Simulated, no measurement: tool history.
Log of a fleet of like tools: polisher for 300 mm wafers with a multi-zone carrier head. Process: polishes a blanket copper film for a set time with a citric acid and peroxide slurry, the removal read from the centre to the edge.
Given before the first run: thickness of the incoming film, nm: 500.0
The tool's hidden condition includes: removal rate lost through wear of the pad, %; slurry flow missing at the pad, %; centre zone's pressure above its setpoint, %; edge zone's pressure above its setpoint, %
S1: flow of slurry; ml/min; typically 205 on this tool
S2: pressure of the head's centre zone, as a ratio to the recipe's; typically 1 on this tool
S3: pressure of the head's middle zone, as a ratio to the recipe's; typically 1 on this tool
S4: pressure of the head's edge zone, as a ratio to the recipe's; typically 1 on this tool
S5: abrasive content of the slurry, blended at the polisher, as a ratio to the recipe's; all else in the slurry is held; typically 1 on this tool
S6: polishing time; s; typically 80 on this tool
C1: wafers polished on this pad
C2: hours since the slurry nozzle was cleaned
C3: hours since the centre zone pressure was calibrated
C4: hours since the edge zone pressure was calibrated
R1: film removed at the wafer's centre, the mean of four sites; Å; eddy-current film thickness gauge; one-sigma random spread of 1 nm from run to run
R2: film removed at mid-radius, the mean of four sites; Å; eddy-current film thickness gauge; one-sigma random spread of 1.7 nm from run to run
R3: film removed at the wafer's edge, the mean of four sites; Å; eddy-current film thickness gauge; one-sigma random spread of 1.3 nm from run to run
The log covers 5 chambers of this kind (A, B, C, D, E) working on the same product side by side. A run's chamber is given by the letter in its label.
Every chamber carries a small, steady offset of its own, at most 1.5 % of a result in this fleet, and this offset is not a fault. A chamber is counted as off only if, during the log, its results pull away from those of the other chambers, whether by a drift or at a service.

{"run": "1C", "hour": 9.3, "S1": 205, "S2": 1, "S3": 1, "S4": 1, "S5": 1, "S6": 80, "C1": 256, "C2": 391.7, "C3": 19.6, "C4": 86.5, "R1": 1460.9, "R2": 1474.6, "R3": 1425.2}
{"hour": 13.0, "done": "chamber B: slurry nozzle cleaned"}
{"run": "2E", "hour": 18.0, "S1": 205, "S2": 1, "S3": 1, "S4": 1, "S5": 1, "S6": 80, "C1": 269, "C2": 327.3, "C3": 666.5, "C4": 303.4, "R1": 1450.8, "R2": 1467.7, "R3": 1446.9}
{"run": "3A", "hour": 26.2, "S1": 205, "S2": 1, "S3": 1, "S4": 1, "S5": 1, "S6": 80, "C1": 400, "C2": 185.6, "C3": 782.4, "C4": 543.8, "R1": 1432.1, "R2": 1449.2, "R3": 1420.8}
{"run": "4D", "hour": 33.0, "S1": 205, "S2": 1, "S3": 1, "S4": 1, "S5": 1, "S6": 80, "C1": 627, "C2": 159.7, "C3": 516.3, "C4": 195.3, "R1": 1421, "R2": 1433.1, "R3": 1429.8}
{"run": "5B", "hour": 45.6, "S1": 205, "S2": 1, "S3": 1, "S4": 1, "S5": 1, "S6": 80, "C1": 774, "C2": 32.6, "C3": 663.3, "C4": 934.4, "R1": 1465.5, "R2": 1472.6, "R3": 1435.4}
{"hour": 50.6, "done": "chamber B: worn pad replaced by a new one"}
{"run": "6E", "hour": 51.2, "S1": 205, "S2": 0.92, "S3": 1, "S4": 1, "S5": 1, "S6": 80, "C1": 690, "C2": 360.5, "C3": 699.7, "C4": 336.6, "R1": 1316, "R2": 1414.6, "R3": 1434.1}
{"hour": 57.0, "done": "chamber E: centre zone pressure recalibrated"}
{"run": "7B", "hour": 61.6, "S1": 205, "S2": 0.92, "S3": 1, "S4": 1, "S5": 1, "S6": 80, "C1": 140, "C2": 48.6, "C3": 679.3, "C4": 950.4, "R1": 1323.4, "R2": 1456.3, "R3": 1441.6}
{"hour": 64.0, "done": "chamber A: worn pad replaced by a new one"}
{"hour": 67.9, "done": "chamber D: worn pad replaced by a new one"}
{"hour": 68.5, "done": "chamber E: worn pad replaced by a new one"}
{"run": "8D", "hour": 70.8, "S1": 205, "S2": 0.92, "S3": 1, "S4": 1, "S5": 1, "S6": 80, "C1": 37, "C2": 197.5, "C3": 554.1, "C4": 233.1, "R1": 1315.3, "R2": 1429.9, "R3": 1440.2}
{"run": "9C", "hour": 77.3, "S1": 205, "S2": 0.92, "S3": 1, "S4": 1, "S5": 1, "S6": 80, "C1": 1119, "C2": 459.7, "C3": 87.6, "C4": 154.5, "R1": 1302.7, "R2": 1451.5, "R3": 1438.8}
{"run": "10A", "hour": 89.9, "S1": 205, "S2": 0.92, "S3": 1, "S4": 1, "S5": 1, "S6": 80, "C1": 329, "C2": 249.3, "C3": 846.1, "C4": 607.5, "R1": 1294.1, "R2": 1454.8, "R3": 1436.8}
{"run": "11D", "hour": 97.0, "S1": 205, "S2": 1, "S3": 1, "S4": 1, "S5": 1, "S6": 80, "C1": 370, "C2": 223.7, "C3": 580.3, "C4": 259.3, "R1": 1443.6, "R2": 1428.5, "R3": 1432.9}
{"hour": 101.7, "done": "chamber C: worn pad replaced by a new one"}
{"run": "12B", "hour": 105.3, "S1": 205, "S2": 1, "S3": 1, "S4": 1, "S5": 1, "S6": 80, "C1": 695, "C2": 92.3, "C3": 723, "C4": 994.1, "R1": 1449.9, "R2": 1441.5, "R3": 1420.6}
{"hour": 107.9, "done": "chamber A: edge zone pressure recalibrated"}
{"hour": 109.3, "done": "chamber B: worn pad replaced by a new one"}
{"run": "13E", "hour": 117.4, "S1": 205, "S2": 1, "S3": 1, "S4": 1, "S5": 1, "S6": 80, "C1": 621, "C2": 426.7, "C3": 60.4, "C4": 402.8, "R1": 1420.9, "R2": 1443.5, "R3": 1426}
{"hour": 121.7, "done": "chamber A: worn pad replaced by a new one"}
{"run": "14A", "hour": 129.8, "S1": 205, "S2": 1, "S3": 1, "S4": 1, "S5": 1, "S6": 63, "C1": 103, "C2": 289.2, "C3": 886, "C4": 22, "R1": 1132.8, "R2": 1139.2, "R3": 1112.9}
{"run": "15C", "hour": 137.0, "S1": 205, "S2": 1, "S3": 1, "S4": 1, "S5": 1, "S6": 63, "C1": 448, "C2": 519.4, "C3": 147.3, "C4": 214.2, "R1": 1138.2, "R2": 1161, "R3": 1130}
{"hour": 140.8, "done": "chamber E: worn pad replaced by a new one"}
{"run": "16C", "hour": 145.4, "S1": 205, "S2": 1, "S3": 1, "S4": 1, "S5": 1, "S6": 63, "C1": 555, "C2": 527.8, "C3": 155.7, "C4": 222.6, "R1": 1142.9, "R2": 1160.1, "R3": 1136.8}
{"hour": 153.3, "done": "chamber D: worn pad replaced by a new one"}
{"run": "17A", "hour": 154.6, "S1": 205, "S2": 1, "S3": 1, "S4": 1, "S5": 1, "S6": 63, "C1": 417, "C2": 314, "C3": 910.8, "C4": 46.8, "R1": 1133.7, "R2": 1124.5, "R3": 1112.6}
{"run": "18B", "hour": 160.9, "S1": 205, "S2": 1, "S3": 1, "S4": 1, "S5": 1, "S6": 63, "C1": 655, "C2": 147.9, "C3": 778.6, "C4": 1049.7, "R1": 1151.4, "R2": 1136.8, "R3": 1129.4}
{"hour": 161.1, "done": "chamber B: edge zone pressure recalibrated"}
{"run": "19E", "hour": 167.8, "S1": 205, "S2": 1, "S3": 1, "S4": 1, "S5": 1, "S6": 80, "C1": 342, "C2": 477.1, "C3": 110.8, "C4": 453.2, "R1": 1425.5, "R2": 1454.3, "R3": 1442.1}
{"hour": 168.3, "done": "chamber D: slurry nozzle cleaned"}
{"hour": 171.0, "done": "chamber B: worn pad replaced by a new one"}
{"hour": 176.2, "done": "chamber A: centre zone pressure recalibrated"}
{"run": "20D", "hour": 178.0, "S1": 205, "S2": 1, "S3": 1, "S4": 1, "S5": 1, "S6": 80, "C1": 314, "C2": 9.7, "C3": 661.3, "C4": 340.3, "R1": 1473.6, "R2": 1442.5, "R3": 1451.4}
{"run": "21D", "hour": 190.0, "S1": 205, "S2": 1, "S3": 1, "S4": 1, "S5": 1, "S6": 80, "C1": 466, "C2": 21.7, "C3": 673.3, "C4": 352.3, "R1": 1479.9, "R2": 1431, "R3": 1445.5}
{"hour": 190.1, "done": "chamber A: worn pad replaced by a new one"}
{"run": "22A", "hour": 195.6, "S1": 205, "S2": 1, "S3": 1, "S4": 1, "S5": 1, "S6": 80, "C1": 69, "C2": 355, "C3": 19.5, "C4": 87.8, "R1": 1408.5, "R2": 1444.9, "R3": 1429.6}
{"hour": 203.6, "done": "chamber C: worn pad replaced by a new one"}
{"run": "23E", "hour": 204.5, "S1": 205, "S2": 1, "S3": 1, "S4": 1, "S5": 1, "S6": 80, "C1": 808, "C2": 513.8, "C3": 147.5, "C4": 489.9, "R1": 1430.3, "R2": 1451.4, "R3": 1451.1}
{"run": "24C", "hour": 216.6, "S1": 205, "S2": 1, "S3": 1, "S4": 1, "S5": 1, "S6": 80, "C1": 165, "C2": 599, "C3": 226.9, "C4": 293.8, "R1": 1438.4, "R2": 1445.7, "R3": 1440.2}
{"hour": 218.1, "done": "chamber C: slurry nozzle cleaned"}
{"hour": 222.9, "done": "chamber E: worn pad replaced by a new one"}
{"run": "25B", "hour": 225.9, "S1": 205, "S2": 1, "S3": 1.04, "S4": 1, "S5": 1, "S6": 80, "C1": 697, "C2": 212.9, "C3": 843.6, "C4": 64.9, "R1": 1448.6, "R2": 1491.6, "R3": 1430.8}
{"run": "26A", "hour": 235.5, "S1": 205, "S2": 1, "S3": 1.04, "S4": 1, "S5": 1, "S6": 80, "C1": 576, "C2": 394.9, "C3": 59.4, "C4": 127.7, "R1": 1431.8, "R2": 1499.7, "R3": 1400.2}
{"hour": 240.0, "done": "chamber B: worn pad replaced by a new one"}
{"hour": 240.2, "done": "chamber D: worn pad replaced by a new one"}
{"run": "27E", "hour": 242.4, "S1": 205, "S2": 1, "S3": 1.04, "S4": 1, "S5": 1, "S6": 80, "C1": 248, "C2": 551.7, "C3": 185.4, "C4": 527.8, "R1": 1451.4, "R2": 1509.4, "R3": 1435.8}
{"hour": 246.0, "done": "chamber A: slurry nozzle cleaned"}
{"run": "28B", "hour": 251.6, "S1": 205, "S2": 1, "S3": 1.04, "S4": 1, "S5": 1, "S6": 80, "C1": 147, "C2": 238.6, "C3": 869.3, "C4": 90.6, "R1": 1449.1, "R2": 1492.8, "R3": 1429.9}
{"hour": 252.8, "done": "chamber B: centre zone pressure recalibrated"}
{"run": "29C", "hour": 260.1, "S1": 205, "S2": 1, "S3": 1.04, "S4": 1, "S5": 1, "S6": 80, "C1": 717, "C2": 42.1, "C3": 270.4, "C4": 337.3, "R1": 1467.8, "R2": 1494.8, "R3": 1430.3}
{"hour": 260.8, "done": "chamber A: worn pad replaced by a new one"}
{"run": "30D", "hour": 266.0, "S1": 205, "S2": 1, "S3": 1, "S4": 1, "S5": 1, "S6": 80, "C1": 328, "C2": 97.7, "C3": 749.3, "C4": 428.3, "R1": 1493, "R2": 1437.8, "R3": 1451.2}
{"run": "31E", "hour": 272.0, "S1": 205, "S2": 1, "S3": 1, "S4": 1, "S5": 1, "S6": 80, "C1": 623, "C2": 581.3, "C3": 215, "C4": 557.4, "R1": 1447, "R2": 1435.1, "R3": 1422.1}
{"run": "32A", "hour": 278.9, "S1": 205, "S2": 1, "S3": 1.1, "S4": 1, "S5": 1, "S6": 59, "C1": 230, "C2": 32.9, "C3": 102.8, "C4": 171.1, "R1": 1046.3, "R2": 1171.5, "R3": 1065.7}
{"run": "33D", "hour": 289.2, "S1": 205, "S2": 1, "S3": 1.1, "S4": 1, "S5": 1, "S6": 59, "C1": 623, "C2": 120.9, "C3": 772.5, "C4": 451.5, "R1": 1117.8, "R2": 1177.6, "R3": 1048.4}
{"hour": 299.0, "done": "chamber C: worn pad replaced by a new one"}
{"run": "34B", "hour": 300.9, "S1": 205, "S2": 1, "S3": 1.1, "S4": 1, "S5": 1, "S6": 59, "C1": 773, "C2": 287.9, "C3": 48.1, "C4": 139.9, "R1": 1069.2, "R2": 1154.3, "R3": 1040.1}
{"run": "35C", "hour": 312.2, "S1": 205, "S2": 1, "S3": 1.1, "S4": 1, "S5": 1, "S6": 59, "C1": 168, "C2": 94.2, "C3": 322.5, "C4": 389.4, "R1": 1067.9, "R2": 1141.9, "R3": 1048.1}
{"hour": 313.3, "done": "chamber B: worn pad replaced by a new one"}
{"hour": 318.5, "done": "chamber D: worn pad replaced by a new one"}
{"run": "36B", "hour": 324.1, "S1": 205, "S2": 1, "S3": 1.1, "S4": 1, "S5": 1, "S6": 59, "C1": 137, "C2": 311.1, "C3": 71.3, "C4": 163.1, "R1": 1072.7, "R2": 1152.6, "R3": 1063.9}
{"run": "37D", "hour": 332.6, "S1": 205, "S2": 1, "S3": 1, "S4": 1, "S5": 1, "S6": 80, "C1": 179, "C2": 164.3, "C3": 815.9, "C4": 494.9, "R1": 1503.6, "R2": 1437, "R3": 1427.9}

All chambers now run identical settings, listed one chamber a line with results as question marks. What results will each chamber show?
{"run": "38A", "hour": 341.6, "S1": 205, "S2": 1, "S3": 1, "S4": 1, "S5": 0.9, "S6": 80, "R1": "?", "R2": "?", "R3": "?"}
{"run": "38B", "hour": 341.6, "S1": 205, "S2": 1, "S3": 1, "S4": 1, "S5": 0.9, "S6": 80, "R1": "?", "R2": "?", "R3": "?"}
{"run": "38C", "hour": 341.6, "S1": 205, "S2": 1, "S3": 1, "S4": 1, "S5": 0.9, "S6": 80, "R1": "?", "R2": "?", "R3": "?"}
{"run": "38D", "hour": 341.6, "S1": 205, "S2": 1, "S3": 1, "S4": 1, "S5": 0.9, "S6": 80, "R1": "?", "R2": "?", "R3": "?"}
{"run": "38E", "hour": 341.6, "S1": 205, "S2": 1, "S3": 1, "S4": 1, "S5": 0.9, "S6": 80, "R1": "?", "R2": "?", "R3": "?"}

run=38A R1=1406.4 R2=1425.9 R3=1414.6
run=38B R1=1411.6 R2=1441 R3=1413.3
run=38C R1=1393.5 R2=1388.9 R3=1398.4
run=38D R1=1473.9 R2=1432.7 R3=1389.1
run=38E R1=1419.7 R2=1396.4 R3=1401.2
